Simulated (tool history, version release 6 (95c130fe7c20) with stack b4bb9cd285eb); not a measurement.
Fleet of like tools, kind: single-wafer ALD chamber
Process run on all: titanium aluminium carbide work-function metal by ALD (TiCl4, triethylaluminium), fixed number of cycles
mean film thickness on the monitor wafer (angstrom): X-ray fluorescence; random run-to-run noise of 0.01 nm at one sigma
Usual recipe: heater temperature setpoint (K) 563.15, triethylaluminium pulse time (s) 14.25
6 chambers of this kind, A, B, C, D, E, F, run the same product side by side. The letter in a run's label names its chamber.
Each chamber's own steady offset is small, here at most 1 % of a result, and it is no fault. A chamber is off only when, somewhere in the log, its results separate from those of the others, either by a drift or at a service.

run,hour,heater temperature setpoint (K),triethylaluminium pulse time (s),"read-back reference wafer on the same gauge, thickness_nm",mean film thickness on the monitor wafer (angstrom)
1F,7.2,563.15,14.25,1.6707,19.642
2E,19.4,563.15,14.25,1.6691,19.883
3A,29.7,563.15,14.25,1.6686,19.962
4D,39.4,563.15,14.25,1.6687,19.406
5B,47.8,563.15,14.25,1.6703,19.54
# hour 50.5: chamber F: thermocouple changed; heater temperature recalibrated
6C,55.3,563.15,14.25,1.6697,19.616
7E,67.8,563.15,14.25,1.6719,19.827
8D,81.1,571.15,14.25,1.6694,20.048
9F,90.6,571.15,14.25,1.6707,20.425
10B,98.5,571.15,14.25,1.6714,20.292
11C,105.7,571.15,14.25,1.6715,20.359
12A,114.8,571.15,14.25,1.6687,20.594
13F,122.1,571.15,14.25,1.6713,20.581
14B,130.7,563.15,14.25,1.67,19.487
15A,144.8,553.15,17.76,1.6698,19.002
16C,153.6,553.15,17.76,1.6687,18.877
17D,160.2,553.15,17.76,1.6714,18.714
18E,166.3,553.15,17.76,1.6697,18.97
19C,172.6,553.15,17.76,1.6704,19.062
20D,181.9,553.15,17.76,1.6696,18.588
21B,191.6,563.15,14.25,1.6712,19.571
22E,204.4,563.15,14.25,1.6681,19.769
23A,211.5,563.15,14.25,1.6704,19.849
# hour 214.9: chamber A: triethylaluminium bottle replaced
24F,217.9,555.15,18.55,1.6671,19.332
25F,229.9,555.15,18.55,1.6732,19.052
26D,241.8,555.15,18.55,1.669,18.989
27C,251.1,555.15,18.55,1.6694,18.816
28E,260.1,555.15,18.55,1.6692,19.066
29B,273,555.15,18.55,1.6716,18.954
30A,285.2,563.15,14.25,1.6733,19.532
31E,296.2,563.15,14.25,1.672,19.848
32D,304,563.15,14.25,1.6724,19.298
33C,316.6,563.15,14.25,1.6731,19.726
34A,327.3,554.15,19.12,1.6702,19.135
35B,338.3,554.15,19.12,1.6695,18.819
36F,349.4,554.15,19.12,1.6715,19.151
# hour 351.8: chamber A: thermocouple changed; heater temperature recalibrated
37D,357.3,554.15,19.12,1.6676,18.61
38B,364.7,554.15,19.12,1.6693,18.906
39C,375,554.15,19.12,1.6691,18.993
40E,384.5,563.15,14.25,1.6715,19.566
41F,398.7,563.15,14.25,1.6703,19.685
42A,409.4,563.15,14.25,1.6699,19.685
43D,415.7,563.15,14.25,1.6674,19.512
44A,424.6,563.15,14.25,1.6681,19.908

Is one chamber out of step, is the gauge drifting, or do the chambers differ by no more than their own small offsets? For an off chamber, give its letter and the likeliest cause.

No chamber is off and the gauge is stable; the differences are just each chamber's small, constant offset.

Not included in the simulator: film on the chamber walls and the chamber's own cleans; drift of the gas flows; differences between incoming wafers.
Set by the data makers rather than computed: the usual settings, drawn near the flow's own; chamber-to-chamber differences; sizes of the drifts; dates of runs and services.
